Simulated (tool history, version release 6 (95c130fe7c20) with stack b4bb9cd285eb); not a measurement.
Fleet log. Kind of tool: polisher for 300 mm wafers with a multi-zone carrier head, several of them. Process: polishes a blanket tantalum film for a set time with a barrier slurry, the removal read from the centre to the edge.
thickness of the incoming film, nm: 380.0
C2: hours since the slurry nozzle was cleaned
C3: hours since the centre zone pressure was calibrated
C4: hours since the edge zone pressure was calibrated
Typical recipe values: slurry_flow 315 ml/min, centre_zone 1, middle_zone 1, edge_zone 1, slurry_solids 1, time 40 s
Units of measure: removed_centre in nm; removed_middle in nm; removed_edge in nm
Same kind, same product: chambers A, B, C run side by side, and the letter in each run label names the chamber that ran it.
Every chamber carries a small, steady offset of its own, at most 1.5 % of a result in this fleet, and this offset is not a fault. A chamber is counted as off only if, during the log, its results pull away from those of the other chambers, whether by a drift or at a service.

{"run": "1C", "hour": 7.1, "slurry_flow": 315, "centre_zone": 1, "middle_zone": 1, "edge_zone": 1, "slurry_solids": 1, "time": 40, "wafers polished on this pad": 286, "C2": 11.3, "C3": 322.5, "C4": 1129.3, "removed_centre": 97.746, "removed_middle": 97.44, "removed_edge": 100.25}
{"run": "2A", "hour": 12.7, "slurry_flow": 315, "centre_zone": 1, "middle_zone": 1, "edge_zone": 1, "slurry_solids": 1, "time": 40, "wafers polished on this pad": 949, "C2": 17.5, "C3": 468.2, "C4": 1138.9, "removed_centre": 96.205, "removed_middle": 97.701, "removed_edge": 99.136}
{"run": "3B", "hour": 17.3, "slurry_flow": 315, "centre_zone": 1, "middle_zone": 1, "edge_zone": 1, "slurry_solids": 1, "time": 40, "wafers polished on this pad": 325, "C2": 802.3, "C3": 76.7, "C4": 578.1, "removed_centre": 97.514, "removed_middle": 97.146, "removed_edge": 97.01}
{"run": "4B", "hour": 24.4, "slurry_flow": 315, "centre_zone": 1, "middle_zone": 1, "edge_zone": 1, "slurry_solids": 1, "time": 40, "wafers polished on this pad": 439, "C2": 809.4, "C3": 83.8, "C4": 585.2, "removed_centre": 95.859, "removed_middle": 97.256, "removed_edge": 99.262}
{"hour": 28.1, "done": "chamber A: worn pad replaced by a new one"}
{"run": "5C", "hour": 29.6, "slurry_flow": 315, "centre_zone": 1, "middle_zone": 1, "edge_zone": 1, "slurry_solids": 1, "time": 40, "wafers polished on this pad": 648, "C2": 33.8, "C3": 345, "C4": 1151.8, "removed_centre": 95.728, "removed_middle": 98.432, "removed_edge": 99.684}
{"run": "6A", "hour": 35.8, "slurry_flow": 245, "centre_zone": 1, "middle_zone": 1.09, "edge_zone": 1, "slurry_solids": 1, "time": 40, "wafers polished on this pad": 123, "C2": 40.6, "C3": 491.3, "C4": 1162, "removed_centre": 95.36, "removed_middle": 101.58, "removed_edge": 96.705}
{"run": "7C", "hour": 43.7, "slurry_flow": 245, "centre_zone": 1, "middle_zone": 1.09, "edge_zone": 1, "slurry_solids": 1, "time": 40, "wafers polished on this pad": 874, "C2": 47.9, "C3": 359.1, "C4": 1165.9, "removed_centre": 93.266, "removed_middle": 103.88, "removed_edge": 98.964}
{"hour": 45.4, "done": "chamber B: slurry nozzle cleaned"}
{"run": "8A", "hour": 51.6, "slurry_flow": 245, "centre_zone": 1, "middle_zone": 1.09, "edge_zone": 1, "slurry_solids": 1, "time": 40, "wafers polished on this pad": 377, "C2": 56.4, "C3": 507.1, "C4": 1177.8, "removed_centre": 94.193, "removed_middle": 101.52, "removed_edge": 93.869}
{"hour": 52.1, "done": "chamber C: worn pad replaced by a new one"}
{"run": "9B", "hour": 56.0, "slurry_flow": 315, "centre_zone": 1, "middle_zone": 1, "edge_zone": 1, "slurry_solids": 1, "time": 40, "wafers polished on this pad": 947, "C2": 10.6, "C3": 115.4, "C4": 616.8, "removed_centre": 97.862, "removed_middle": 96.487, "removed_edge": 98.922}
{"hour": 62.4, "done": "chamber B: edge zone pressure recalibrated"}
{"hour": 64.0, "done": "chamber B: worn pad replaced by a new one"}
{"run": "10B", "hour": 64.2, "slurry_flow": 315, "centre_zone": 1, "middle_zone": 1, "edge_zone": 1, "slurry_solids": 1, "time": 40, "wafers polished on this pad": 4, "C2": 18.8, "C3": 123.6, "C4": 1.9, "removed_centre": 96.547, "removed_middle": 97.125, "removed_edge": 97.664}
{"run": "11A", "hour": 69.7, "slurry_flow": 315, "centre_zone": 1, "middle_zone": 1, "edge_zone": 1, "slurry_solids": 1, "time": 40, "wafers polished on this pad": 668, "C2": 74.5, "C3": 525.2, "C4": 1195.9, "removed_centre": 96.011, "removed_middle": 96.538, "removed_edge": 97.796}
{"run": "12C", "hour": 76.6, "slurry_flow": 315, "centre_zone": 1, "middle_zone": 1, "edge_zone": 1, "slurry_solids": 1, "time": 40, "wafers polished on this pad": 394, "C2": 80.8, "C3": 392, "C4": 1198.8, "removed_centre": 96.567, "removed_middle": 96.605, "removed_edge": 99.007}
{"run": "13B", "hour": 81.9, "slurry_flow": 315, "centre_zone": 1, "middle_zone": 1, "edge_zone": 1, "slurry_solids": 1, "time": 40, "wafers polished on this pad": 288, "C2": 36.5, "C3": 141.3, "C4": 19.6, "removed_centre": 97.969, "removed_middle": 97.484, "removed_edge": 98.056}
{"run": "14A", "hour": 87.3, "slurry_flow": 245, "centre_zone": 1, "middle_zone": 1, "edge_zone": 1, "slurry_solids": 1, "time": 40, "wafers polished on this pad": 951, "C2": 92.1, "C3": 542.8, "C4": 1213.5, "removed_centre": 94.151, "removed_middle": 93.427, "removed_edge": 95.497}
{"run": "15C", "hour": 92.8, "slurry_flow": 245, "centre_zone": 1, "middle_zone": 1, "edge_zone": 1, "slurry_solids": 1, "time": 40, "wafers polished on this pad": 654, "C2": 97, "C3": 408.2, "C4": 1215, "removed_centre": 95.074, "removed_middle": 96.19, "removed_edge": 98.151}
{"run": "16C", "hour": 99.9, "slurry_flow": 245, "centre_zone": 1, "middle_zone": 1, "edge_zone": 1, "slurry_solids": 1, "time": 40, "wafers polished on this pad": 768, "C2": 104.1, "C3": 415.3, "C4": 1222.1, "removed_centre": 94.952, "removed_middle": 96.15, "removed_edge": 96.142}
{"run": "17A", "hour": 106.1, "slurry_flow": 315, "centre_zone": 1, "middle_zone": 1, "edge_zone": 1, "slurry_solids": 1, "time": 40, "wafers polished on this pad": 1253, "C2": 110.9, "C3": 561.6, "C4": 1232.3, "removed_centre": 97.306, "removed_middle": 96.462, "removed_edge": 98.344}
{"run": "18B", "hour": 111.1, "slurry_flow": 315, "centre_zone": 1, "middle_zone": 1, "edge_zone": 1, "slurry_solids": 1, "time": 40, "wafers polished on this pad": 758, "C2": 65.7, "C3": 170.5, "C4": 48.8, "removed_centre": 97.673, "removed_middle": 97.807, "removed_edge": 98.465}
{"run": "19A", "hour": 117.3, "slurry_flow": 315, "centre_zone": 1, "middle_zone": 1, "edge_zone": 1, "slurry_solids": 1, "time": 40, "wafers polished on this pad": 1433, "C2": 122.1, "C3": 572.8, "C4": 1243.5, "removed_centre": 96.143, "removed_middle": 96.793, "removed_edge": 96.547}
{"hour": 121.4, "done": "chamber B: worn pad replaced by a new one"}
{"hour": 121.7, "done": "chamber C: worn pad replaced by a new one"}
{"run": "20C", "hour": 123.5, "slurry_flow": 315, "centre_zone": 1, "middle_zone": 1, "edge_zone": 1, "slurry_solids": 1, "time": 40, "wafers polished on this pad": 29, "C2": 127.7, "C3": 438.9, "C4": 1245.7, "removed_centre": 98.943, "removed_middle": 97.069, "removed_edge": 98.509}
{"hour": 123.9, "done": "chamber A: worn pad replaced by a new one"}
{"run": "21B", "hour": 130.6, "slurry_flow": 315, "centre_zone": 1, "middle_zone": 1, "edge_zone": 1, "slurry_solids": 1, "time": 40, "wafers polished on this pad": 148, "C2": 85.2, "C3": 190, "C4": 68.3, "removed_centre": 97.923, "removed_middle": 97.185, "removed_edge": 97.246}
{"run": "22A", "hour": 137.1, "slurry_flow": 315, "centre_zone": 1, "middle_zone": 1, "edge_zone": 1, "slurry_solids": 1, "time": 40, "wafers polished on this pad": 213, "C2": 141.9, "C3": 592.6, "C4": 1263.3, "removed_centre": 95.836, "removed_middle": 97.365, "removed_edge": 98.308}
{"run": "23B", "hour": 145.3, "slurry_flow": 315, "centre_zone": 1, "middle_zone": 1, "edge_zone": 1, "slurry_solids": 1, "time": 40, "wafers polished on this pad": 385, "C2": 99.9, "C3": 204.7, "C4": 83, "removed_centre": 97.604, "removed_middle": 97.838, "removed_edge": 96.777}
{"run": "24C", "hour": 152.3, "slurry_flow": 315, "centre_zone": 1, "middle_zone": 1, "edge_zone": 1, "slurry_solids": 1, "time": 40, "wafers polished on this pad": 491, "C2": 156.5, "C3": 467.7, "C4": 1274.5, "removed_centre": 100.79, "removed_middle": 97.815, "removed_edge": 97.169}
{"run": "25B", "hour": 159.9, "slurry_flow": 315, "centre_zone": 1, "middle_zone": 1, "edge_zone": 1, "slurry_solids": 1, "time": 40, "wafers polished on this pad": 619, "C2": 114.5, "C3": 219.3, "C4": 97.6, "removed_centre": 96.651, "removed_middle": 97.012, "removed_edge": 98.023}
{"run": "26A", "hour": 165.4, "slurry_flow": 315, "centre_zone": 1.11, "middle_zone": 1, "edge_zone": 1, "slurry_solids": 0.75, "time": 40, "wafers polished on this pad": 667, "C2": 170.2, "C3": 620.9, "C4": 1291.6, "removed_centre": 99.239, "removed_middle": 88.139, "removed_edge": 89.045}
{"run": "27C", "hour": 173.6, "slurry_flow": 315, "centre_zone": 1.11, "middle_zone": 1, "edge_zone": 1, "slurry_solids": 0.75, "time": 40, "wafers polished on this pad": 834, "C2": 177.8, "C3": 489, "C4": 1295.8, "removed_centre": 103.91, "removed_middle": 89.449, "removed_edge": 90.754}
{"run": "28A", "hour": 179.8, "slurry_flow": 315, "centre_zone": 1.11, "middle_zone": 1, "edge_zone": 1, "slurry_solids": 0.75, "time": 40, "wafers polished on this pad": 899, "C2": 184.6, "C3": 635.3, "C4": 1306, "removed_centre": 99.649, "removed_middle": 88.649, "removed_edge": 89.285}
{"run": "29B", "hour": 185.8, "slurry_flow": 315, "centre_zone": 1, "middle_zone": 1, "edge_zone": 1, "slurry_solids": 1, "time": 40, "wafers polished on this pad": 1035, "C2": 140.4, "C3": 245.2, "C4": 123.5, "removed_centre": 97.339, "removed_middle": 98.028, "removed_edge": 98.853}
{"hour": 189.9, "done": "chamber B: worn pad replaced by a new one"}
{"hour": 190.3, "done": "chamber C: worn pad replaced by a new one"}
{"run": "30C", "hour": 191.7, "slurry_flow": 315, "centre_zone": 1, "middle_zone": 1, "edge_zone": 1, "slurry_solids": 1, "time": 40, "wafers polished on this pad": 23, "C2": 195.9, "C3": 507.1, "C4": 1313.9, "removed_centre": 101.96, "removed_middle": 98.256, "removed_edge": 98.453}
{"run": "31A", "hour": 196.6, "slurry_flow": 315, "centre_zone": 1, "middle_zone": 1, "edge_zone": 1, "slurry_solids": 1, "time": 40, "wafers polished on this pad": 1169, "C2": 201.4, "C3": 652.1, "C4": 1322.8, "removed_centre": 95.364, "removed_middle": 97.37, "removed_edge": 99.498}
{"hour": 197.8, "done": "chamber A: slurry nozzle cleaned"}
{"run": "32C", "hour": 204.1, "slurry_flow": 315, "centre_zone": 1, "middle_zone": 1, "edge_zone": 1, "slurry_solids": 1, "time": 40, "wafers polished on this pad": 222, "C2": 208.3, "C3": 519.5, "C4": 1326.3, "removed_centre": 101.36, "removed_middle": 98.103, "removed_edge": 99.227}
{"hour": 204.9, "done": "chamber A: worn pad replaced by a new one"}
{"hour": 205.5, "done": "chamber C: edge zone pressure recalibrated"}
{"run": "33B", "hour": 212.4, "slurry_flow": 315, "centre_zone": 1, "middle_zone": 1, "edge_zone": 1, "slurry_solids": 1, "time": 40, "wafers polished on this pad": 362, "C2": 167, "C3": 271.8, "C4": 150.1, "removed_centre": 97.681, "removed_middle": 97.847, "removed_edge": 98.182}
{"run": "34B", "hour": 220.1, "slurry_flow": 315, "centre_zone": 1, "middle_zone": 1, "edge_zone": 1, "slurry_solids": 1, "time": 40, "wafers polished on this pad": 485, "C2": 174.7, "C3": 279.5, "C4": 157.8, "removed_centre": 97.136, "removed_middle": 97.802, "removed_edge": 96.025}
{"run": "35A", "hour": 224.1, "slurry_flow": 315, "centre_zone": 1, "middle_zone": 1, "edge_zone": 1, "slurry_solids": 1, "time": 40, "wafers polished on this pad": 309, "C2": 26.4, "C3": 679.6, "C4": 1350.3, "removed_centre": 95.833, "removed_middle": 96.493, "removed_edge": 97.139}
{"run": "36C", "hour": 230.8, "slurry_flow": 315, "centre_zone": 1, "middle_zone": 1, "edge_zone": 1, "slurry_solids": 1, "time": 40, "wafers polished on this pad": 651, "C2": 235, "C3": 546.2, "C4": 25.4, "removed_centre": 104.25, "removed_middle": 97.357, "removed_edge": 98.45}
{"run": "37C", "hour": 236.3, "slurry_flow": 315, "centre_zone": 1, "middle_zone": 1, "edge_zone": 1, "slurry_solids": 1, "time": 40, "wafers polished on this pad": 739, "C2": 240.5, "C3": 551.7, "C4": 30.9, "removed_centre": 102.99, "removed_middle": 97.594, "removed_edge": 98.261}
{"run": "38B", "hour": 240.4, "slurry_flow": 315, "centre_zone": 1, "middle_zone": 1, "edge_zone": 1, "slurry_solids": 1, "time": 40, "wafers polished on this pad": 812, "C2": 195, "C3": 299.8, "C4": 178.1, "removed_centre": 95.933, "removed_middle": 96.926, "removed_edge": 97.151}
{"run": "39A", "hour": 246.0, "slurry_flow": 315, "centre_zone": 1, "middle_zone": 1, "edge_zone": 1, "slurry_solids": 1, "time": 40, "wafers polished on this pad": 661, "C2": 48.3, "C3": 701.5, "C4": 1372.2, "removed_centre": 97.971, "removed_middle": 97.774, "removed_edge": 96.665}
{"run": "40C", "hour": 251.5, "slurry_flow": 315, "centre_zone": 1, "middle_zone": 1, "edge_zone": 1, "slurry_solids": 1, "time": 40, "wafers polished on this pad": 984, "C2": 255.7, "C3": 566.9, "C4": 46.1, "removed_centre": 105.28, "removed_middle": 98.148, "removed_edge": 98.152}
{"hour": 255.0, "done": "chamber B: worn pad replaced by a new one"}
{"run": "41A", "hour": 257.3, "slurry_flow": 315, "centre_zone": 1, "middle_zone": 1, "edge_zone": 1, "slurry_solids": 1, "time": 40, "wafers polished on this pad": 842, "C2": 59.6, "C3": 712.8, "C4": 1383.5, "removed_centre": 96.027, "removed_middle": 96.781, "removed_edge": 97.555}
{"run": "42B", "hour": 261.6, "slurry_flow": 315, "centre_zone": 1, "middle_zone": 1, "edge_zone": 1, "slurry_solids": 1, "time": 40, "wafers polished on this pad": 106, "C2": 216.2, "C3": 321, "C4": 199.3, "removed_centre": 98.395, "removed_middle": 97.029, "removed_edge": 97.683}

Next, every chamber runs the same settings. What will each give?
{"run": "43A", "hour": 267.5, "slurry_flow": 315, "centre_zone": 1, "middle_zone": 1, "edge_zone": 0.89, "slurry_solids": 1, "time": 40, "removed_centre": "?", "removed_middle": "?", "removed_edge": "?"}
{"run": "43B", "hour": 267.5, "slurry_flow": 315, "centre_zone": 1, "middle_zone": 1, "edge_zone": 0.89, "slurry_solids": 1, "time": 40, "removed_centre": "?", "removed_middle": "?", "removed_edge": "?"}
{"run": "43C", "hour": 267.5, "slurry_flow": 315, "centre_zone": 1, "middle_zone": 1, "edge_zone": 0.89, "slurry_solids": 1, "time": 40, "removed_centre": "?", "removed_middle": "?", "removed_edge": "?"}

run=43A removed_centre=97.6 removed_middle=95.959 removed_edge=91.225
run=43B removed_centre=97.763 removed_middle=97.552 removed_edge=92.512
run=43C removed_centre=105.63 removed_middle=98.425 removed_edge=91.866

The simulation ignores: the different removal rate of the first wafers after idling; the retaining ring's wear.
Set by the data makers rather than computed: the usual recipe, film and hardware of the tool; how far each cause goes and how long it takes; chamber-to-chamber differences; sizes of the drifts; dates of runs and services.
